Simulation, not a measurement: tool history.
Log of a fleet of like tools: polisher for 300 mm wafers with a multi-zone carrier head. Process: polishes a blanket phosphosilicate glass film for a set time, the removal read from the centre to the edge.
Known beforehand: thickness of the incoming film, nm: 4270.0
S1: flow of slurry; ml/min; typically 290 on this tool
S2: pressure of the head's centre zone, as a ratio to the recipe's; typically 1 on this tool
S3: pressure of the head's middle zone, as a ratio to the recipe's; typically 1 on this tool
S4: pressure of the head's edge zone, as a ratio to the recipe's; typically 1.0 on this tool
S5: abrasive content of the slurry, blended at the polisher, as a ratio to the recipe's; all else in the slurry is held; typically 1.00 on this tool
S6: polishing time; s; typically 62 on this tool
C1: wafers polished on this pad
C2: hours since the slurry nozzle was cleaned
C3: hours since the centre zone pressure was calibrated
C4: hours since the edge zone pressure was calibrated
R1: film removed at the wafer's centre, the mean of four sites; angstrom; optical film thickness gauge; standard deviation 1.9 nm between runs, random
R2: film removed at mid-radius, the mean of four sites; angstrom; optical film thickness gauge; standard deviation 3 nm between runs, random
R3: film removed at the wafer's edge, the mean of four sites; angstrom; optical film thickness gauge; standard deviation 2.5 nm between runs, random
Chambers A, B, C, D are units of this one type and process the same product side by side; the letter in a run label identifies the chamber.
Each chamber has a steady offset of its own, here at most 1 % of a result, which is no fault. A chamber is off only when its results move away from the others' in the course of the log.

run,hour,S1,S2,S3,S4,S5,S6,C1,C2,C3,C4,R1,R2,R3
# hour 2.9: chamber D: worn pad replaced by a new one
1A,13.3,290,1,1,1.0,1.00,62,726,128.2,644.0,280.0,2855.1,2772.1,2854.5
# hour 20.6: chamber B: worn pad replaced by a new one
2D,25.9,290,1,1,1.0,1.00,62,304,242.0,261.6,434.8,2860.2,2858.3,2842.6
3B,33.3,290,1,1,1.0,1.00,62,168,91.6,561.2,259.9,2867.0,2825.3,2860.0
4C,44.5,290,1,1,1.0,1.00,62,591,235.4,129.0,531.0,2857.3,2871.9,2828.1
5A,52.0,290,1,1,1.0,1.00,62,1236,166.9,682.7,318.7,2852.2,2802.6,2883.4
# hour 52.7: chamber A: worn pad replaced by a new one
# hour 62.0: chamber B: centre zone pressure recalibrated
6C,65.5,290,1,1,1.0,1.00,62,867,256.4,150.0,552.0,2861.4,2840.4,2847.0
# hour 68.7: chamber C: worn pad replaced by a new one
# hour 76.3: chamber D: worn pad replaced by a new one
7B,79.1,290,1,1,1.0,1.00,62,771,137.4,17.1,305.7,2829.0,2836.4,2876.1
8D,87.9,290,1,1,1.1,1.25,62,152,304.0,323.6,496.8,3151.9,3123.9,3301.6
# hour 94.9: chamber B: edge zone pressure recalibrated
9A,96.6,290,1,1,1.1,1.25,62,579,211.5,727.3,363.3,3166.7,3155.5,3309.2
10D,107.8,290,1,1,1.1,1.25,62,415,323.9,343.5,516.7,3132.1,3085.9,3320.3
11B,118.5,290,1,1,1.1,1.25,62,1291,176.8,56.5,23.6,3125.3,3104.7,3346.2
# hour 125.2: chamber B: worn pad replaced by a new one
12C,130.7,290,1,1,1.0,1.00,62,818,321.6,215.2,617.2,2843.2,2866.4,2821.4
13B,144.3,290,1,1,1.0,1.00,62,251,202.6,82.3,49.4,2852.6,2845.4,2885.8
# hour 147.2: chamber A: worn pad replaced by a new one
# hour 149.8: chamber B: slurry nozzle cleaned
14A,151.9,290,1,1,1.0,1.00,62,62,266.8,782.6,418.6,2825.2,2792.5,2844.3
# hour 155.9: chamber C: worn pad replaced by a new one
15C,162.5,290,1,1,1.0,1.00,62,87,353.4,247.0,649.0,2836.6,2823.4,2857.6
# hour 168.4: chamber D: worn pad replaced by a new one
16D,174.4,290,1,1,1.0,1.00,62,79,390.5,410.1,583.3,2836.7,2877.5,2876.4
# hour 187.0: chamber D: slurry nozzle cleaned
17B,188.2,290,1,1,1.0,1.00,62,830,38.4,126.2,93.3,2879.8,2881.0,2816.1
18A,200.9,290,1,1,1.0,1.00,62,708,315.8,831.6,467.6,2828.1,2727.3,2852.0
# hour 201.2: chamber D: centre zone pressure recalibrated
19C,209.4,290,1,1,1.0,1.00,62,705,400.3,293.9,695.9,2898.8,2829.4,2798.1
20D,216.0,290,1,1,1.0,1.00,62,627,29.0,14.8,624.9,2883.9,2848.6,2877.5
21D,225.2,290,1,1,1.0,1.00,62,749,38.2,24.0,634.1,2853.6,2834.1,2840.3
22A,235.5,290,1,1,1.0,1.00,62,1164,350.4,866.2,502.2,2782.9,2828.2,2803.9
# hour 238.4: chamber B: worn pad replaced by a new one
# hour 238.8: chamber D: worn pad replaced by a new one
# hour 238.9: chamber C: worn pad replaced by a new one
23B,241.8,290,1,1,1.0,1.25,62,44,92.0,179.8,146.9,3151.1,3101.5,3220.5
# hour 246.6: chamber A: worn pad replaced by a new one
24C,255.0,290,1,1,1.0,1.25,62,212,445.9,339.5,741.5,3157.8,3140.3,3104.8
25C,264.6,290,1,1,1.0,1.25,62,339,455.5,349.1,751.1,3139.1,3143.1,3141.0
26B,275.5,290,1,1,1.0,1.25,62,489,125.7,213.5,180.6,3106.3,3090.2,3170.2
27A,284.9,290,1,1,1.0,1.00,62,505,399.8,915.6,551.6,2791.9,2751.9,2782.6
# hour 287.6: chamber D: edge zone pressure recalibrated
# hour 287.8: chamber C: centre zone pressure recalibrated
28D,298.7,290,1,1,1.0,1.00,62,789,111.7,97.5,11.1,2855.8,2850.7,2888.2
29B,307.7,290,1,1,1.0,1.00,62,913,157.9,245.7,212.8,2847.3,2848.6,2862.9
# hour 308.3: chamber C: worn pad replaced by a new one
30C,315.5,290,1,1,1.0,1.00,62,95,506.4,27.8,802.0,2857.4,2880.7,2866.8
# hour 320.9: chamber D: worn pad replaced by a new one
31D,328.6,290,1,1,1.0,1.00,62,102,141.6,127.4,41.0,2847.6,2835.4,2863.4
# hour 331.4: chamber B: worn pad replaced by a new one
32A,340.7,290,1,1,1.0,1.00,62,1240,455.6,971.4,607.4,2757.7,2716.2,2744.4
33B,349.3,290,1,1,1.0,1.00,62,236,199.5,287.3,254.4,2850.2,2840.2,2863.8
# hour 352.1: chamber A: worn pad replaced by a new one
34A,355.6,290,1,1,1.0,1.00,62,46,470.5,986.3,622.3,2718.4,2700.6,2738.7
35D,369.2,290,1,1,1.0,1.00,62,637,182.2,168.0,81.6,2840.9,2830.0,2855.6
36C,376.8,290,1,1,1.0,1.00,62,902,567.7,89.1,863.3,2847.3,2864.6,2814.1
# hour 378.0: chamber B: edge zone pressure recalibrated
# hour 380.3: chamber B: slurry nozzle cleaned
37D,383.7,290,1,1,1.0,1.00,62,828,196.7,182.5,96.1,2853.2,2795.9,2899.0
38B,390.8,290,1,1,1.0,1.00,62,783,10.5,328.8,12.9,2886.5,2774.2,2829.0
39A,402.6,290,1,1,1.0,1.00,62,665,517.5,1033.3,669.3,2636.5,2679.8,2754.9

All 4 chambers run these settings next. Forecast each chamber's results:
40A,412.7,290,1,1,1.0,1.00,52,,,,,?,?,?
40B,412.7,290,1,1,1.0,1.00,52,,,,,?,?,?
40C,412.7,290,1,1,1.0,1.00,52,,,,,?,?,?
40D,412.7,290,1,1,1.0,1.00,52,,,,,?,?,?

run,R1,R2,R3
40A,2268.6,2238.7,2280.8
40B,2424.6,2377.4,2377.4
40C,2389.1,2400.0,2370.6
40D,2406.3,2401.0,2361.9

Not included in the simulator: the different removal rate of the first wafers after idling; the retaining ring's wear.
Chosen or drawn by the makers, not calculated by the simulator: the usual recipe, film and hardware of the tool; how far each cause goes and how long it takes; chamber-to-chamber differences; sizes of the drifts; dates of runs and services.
